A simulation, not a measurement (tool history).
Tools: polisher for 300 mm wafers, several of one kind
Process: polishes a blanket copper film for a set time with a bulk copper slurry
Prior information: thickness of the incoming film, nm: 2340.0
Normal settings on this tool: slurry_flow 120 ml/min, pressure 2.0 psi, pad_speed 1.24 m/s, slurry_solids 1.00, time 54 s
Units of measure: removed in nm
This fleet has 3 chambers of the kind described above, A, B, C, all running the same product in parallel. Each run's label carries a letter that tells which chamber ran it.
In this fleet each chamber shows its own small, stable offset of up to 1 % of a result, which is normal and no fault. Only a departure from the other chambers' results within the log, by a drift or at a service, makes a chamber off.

run,hour,slurry_flow,pressure,pad_speed,slurry_solids,time,wafers polished on this pad,hours since the slurry nozzle was cleaned,hours since the head pressure was calibrated,hours since the slurry blender was calibrated,removed
1B,2.6,120,2.0,1.24,1.00,54,149,511.8,5.4,265.0,491.92
2C,4.8,120,2.0,1.24,1.00,54,946,129.8,143.4,208.9,496.23
3A,7.4,120,2.0,1.24,1.00,54,108,209.0,570.4,27.4,486.97
4A,9.8,120,2.0,1.24,1.00,54,133,211.4,572.8,29.8,488.83
5C,13.5,120,2.0,1.24,1.00,54,1037,138.5,152.1,217.6,490.70
6B,18.2,120,2.0,1.24,1.00,54,312,527.4,21.0,280.6,486.38
7B,20.8,120,2.0,1.24,0.75,54,339,530.0,23.6,283.2,459.66
8C,24.6,120,2.0,1.24,0.75,54,1153,149.6,163.2,228.7,460.16
9A,26.7,120,2.0,1.24,0.75,54,310,228.3,589.7,46.7,461.71
10C,29.1,120,2.0,1.24,1.00,54,1200,154.1,167.7,233.2,491.31
# hour 29.6: chamber C: worn pad replaced by a new one
11A,33.2,120,2.0,1.24,1.00,54,378,234.8,596.2,53.2,484.66
12B,35.7,120,2.0,1.24,1.00,54,495,544.9,38.5,298.1,484.38
# hour 38.2: chamber B: worn pad replaced by a new one
13C,38.5,135,2.0,1.24,1.00,54,93,163.5,177.1,242.6,510.91
# hour 40.0: chamber B: slurry blender recalibrated
# hour 40.2: chamber A: head pressure recalibrated
# hour 40.8: chamber A: worn pad replaced by a new one
14A,43.3,135,2.0,1.24,1.00,54,26,244.9,3.2,63.3,556.70
15B,48.0,135,2.0,1.24,1.00,54,102,557.2,50.8,8.1,495.99
16C,51.3,120,2.0,1.24,1.00,54,227,176.3,189.9,255.4,496.65
17A,54.8,120,2.0,1.24,1.00,54,146,256.4,14.7,74.8,549.15
18B,58.3,120,2.0,1.24,1.00,54,210,567.5,61.1,18.4,490.53
19A,62.0,80,2.4,1.24,1.00,54,221,263.6,21.9,82.0,585.55
# hour 64.5: chamber C: slurry blender recalibrated
20B,66.6,80,2.4,1.24,1.00,54,297,575.8,69.4,26.7,524.47
21C,70.1,80,2.4,1.24,1.00,54,424,195.1,208.7,5.6,539.73

Which is it: a chamber that has drifted or been left off by a service, a gauge drift common to all chambers, or only each chamber's usual small offset? If a chamber is off, name it and its likeliest cause.

After it was serviced, chamber A no longer matches the other chambers.
What lies behind it: head's pressure above its setpoint, % = 11.7.

Which of the 4 candidates below, each the usual settings with something changed and its results left as question marks, puts chamber A back in line with what the other chambers give on the usual settings?
Maximum distance from the other chambers' mean on the usual settings for a result to count as in line: removed 17.00 nm
22A-1,73.5,120,1.9,1.18,1.00,54,,,,,?
22A-2,73.5,120,2.0,1.30,1.00,57,,,,,?
22A-3,73.5,120,2.0,1.22,1.00,53,,,,,?
22A-4,73.5,120,2.0,1.28,1.00,54,,,,,?

Mean of the other chambers on the usual settings: removed 490.49 nm
run,removed
22A-1,490.83
22A-2,601.85
22A-3,524.68
22A-4,561.27
22A-1 brings the chamber back in line.
